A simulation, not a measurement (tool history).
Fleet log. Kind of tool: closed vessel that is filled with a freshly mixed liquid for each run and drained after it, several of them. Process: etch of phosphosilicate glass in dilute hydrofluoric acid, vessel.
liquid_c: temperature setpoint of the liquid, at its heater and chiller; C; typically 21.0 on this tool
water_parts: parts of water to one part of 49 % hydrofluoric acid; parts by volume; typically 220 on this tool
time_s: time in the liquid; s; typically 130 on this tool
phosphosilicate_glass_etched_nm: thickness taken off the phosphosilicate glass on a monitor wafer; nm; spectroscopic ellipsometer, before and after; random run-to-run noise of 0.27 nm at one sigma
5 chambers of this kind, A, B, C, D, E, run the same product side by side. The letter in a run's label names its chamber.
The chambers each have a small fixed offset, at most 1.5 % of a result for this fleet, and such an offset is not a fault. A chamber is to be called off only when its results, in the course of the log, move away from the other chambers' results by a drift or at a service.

| run | hour | liquid_c | water_parts | time_s | hours since the thermometer was replaced | hours since the hydrofluoric acid flow meter was replaced | read-back film thickness of the phosphosilicate glass reference wafer, read on the same gauge (nm) | phosphosilicate_glass_etched_nm |
|---|---|---|---|---|---|---|---|---|
| 1B | 3.5 | 21.0 | 220 | 130 | 1394.5 | 1851.2 | 109.99 | 31.355 |
| 2A | 6.8 | 21.0 | 220 | 130 | 455.9 | 474.4 | 110.00 | 31.168 |
| 3C | 11.3 | 21.0 | 220 | 130 | 1418.9 | 784.2 | 110.01 | 31.684 |
| 4E | 17.6 | 21.0 | 220 | 130 | 1757.1 | 1785.5 | 110.02 | 31.354 |
| 5D | 22.1 | 21.0 | 220 | 130 | 319.9 | 2259.9 | 109.98 | 31.818 |
| 6A | 26.9 | 21.0 | 220 | 130 | 476.0 | 494.5 | 110.01 | 31.213 |
| 7D | 32.1 | 21.0 | 220 | 130 | 329.9 | 2269.9 | 109.99 | 31.620 |
| 8E | 36.0 | 21.0 | 220 | 130 | 1775.5 | 1803.9 | 110.02 | 31.288 |
| 9C | 41.4 | 21.0 | 220 | 130 | 1449.0 | 814.3 | 110.03 | 31.437 |
| 10B | 47.9 | 21.0 | 220 | 130 | 1438.9 | 1895.6 | 109.99 | 31.184 |
| 11B | 53.5 | 21.0 | 220 | 130 | 1444.5 | 1901.2 | 110.01 | 31.132 |
| 12A | 57.5 | 21.0 | 220 | 130 | 506.6 | 525.1 | 110.01 | 30.842 |
| 13C | 61.0 | 23.5 | 220 | 130 | 1468.6 | 833.9 | 110.00 | 34.791 |
| 14D | 64.0 | 23.5 | 220 | 130 | 361.8 | 2301.8 | 109.99 | 34.944 |
| 15E | 67.9 | 23.5 | 220 | 130 | 1807.4 | 1835.8 | 109.99 | 34.825 |
| 16E | 73.4 | 23.5 | 220 | 130 | 1812.9 | 1841.3 | 109.96 | 34.060 |
| 17A | 77.8 | 23.5 | 220 | 130 | 526.9 | 545.4 | 109.99 | 33.767 |
| 18D | 82.4 | 21.0 | 220 | 130 | 380.2 | 2320.2 | 109.99 | 31.839 |
|  | 82.9 | chamber A: hydrofluoric acid flow meter replaced |
| 19B | 87.6 | 19.5 | 120 | 130 | 1478.6 | 1935.3 | 110.01 | 59.403 |
| 20C | 91.5 | 19.5 | 120 | 130 | 1499.1 | 864.4 | 110.01 | 59.072 |
| 21C | 95.9 | 19.5 | 120 | 130 | 1503.5 | 868.8 | 109.99 | 59.092 |
| 22E | 102.0 | 19.5 | 120 | 130 | 1841.5 | 1869.9 | 110.01 | 61.180 |
| 23D | 107.2 | 19.5 | 120 | 130 | 405.0 | 2345.0 | 110.00 | 64.432 |
| 24B | 110.4 | 21.0 | 180 | 205 | 1501.4 | 1958.1 | 110.01 | 62.650 |
|  | 111.5 | chamber B: hydrofluoric acid flow meter replaced |
| 25A | 114.2 | 21.0 | 180 | 205 | 563.3 | 31.4 | 110.00 | 62.582 |
| 26E | 117.6 | 21.0 | 180 | 205 | 1857.1 | 1885.5 | 109.99 | 63.440 |
|  | 121.1 | chamber D: hydrofluoric acid flow meter replaced |
| 27B | 123.6 | 21.0 | 180 | 205 | 1514.6 | 12.2 | 110.01 | 62.788 |
| 28A | 129.8 | 21.0 | 180 | 205 | 578.9 | 47.0 | 110.01 | 62.608 |
| 29D | 133.8 | 21.0 | 220 | 130 | 431.6 | 12.8 | 109.98 | 33.420 |
| 30C | 138.2 | 21.0 | 220 | 130 | 1545.8 | 911.1 | 110.05 | 31.665 |
| 31C | 144.5 | 21.0 | 220 | 130 | 1552.1 | 917.4 | 110.01 | 31.174 |
| 32E | 150.2 | 21.0 | 220 | 130 | 1889.7 | 1918.1 | 110.02 | 31.354 |
| 33A | 153.5 | 25.5 | 220 | 130 | 602.6 | 70.7 | 109.99 | 37.220 |

Has any chamber moved away from the others, gradually or after a service, or does the common gauge drift, or do the chambers differ only by their own small steady offsets? State the chamber and the most likely cause if one applies.

Little by little, chamber D moves away from the other chambers.
Likeliest cause: liquid hotter than its thermometer reads (K) = 1.51.

Which of the 4 candidates below, each the usual settings with something changed and its results left as question marks, puts chamber D back in line with what the other chambers give on the usual settings?
A result is in line if it is within this distance of the other chambers' mean on the usual settings: phosphosilicate_glass_etched_nm 0.940 nm
| 34D-1 | 158.2 | 21.5 | 200 | 130 |  |  |  | ? |
| 34D-2 | 158.2 | 20.5 | 220 | 115 |  |  |  | ? |
| 34D-3 | 158.2 | 21.0 | 225 | 125 |  |  |  | ? |
| 34D-4 | 158.2 | 21.0 | 215 | 135 |  |  |  | ? |

Usual-settings mean across the other chambers: phosphosilicate_glass_etched_nm 31.383 nm
| run | phosphosilicate_glass_etched_nm |
|---|---|
| 34D-1 | 38.670 |
| 34D-2 | 29.284 |
| 34D-3 | 31.535 |
| 34D-4 | 36.035 |
The right change is 34D-3: it brings the chamber back within the allowed miss of the others.

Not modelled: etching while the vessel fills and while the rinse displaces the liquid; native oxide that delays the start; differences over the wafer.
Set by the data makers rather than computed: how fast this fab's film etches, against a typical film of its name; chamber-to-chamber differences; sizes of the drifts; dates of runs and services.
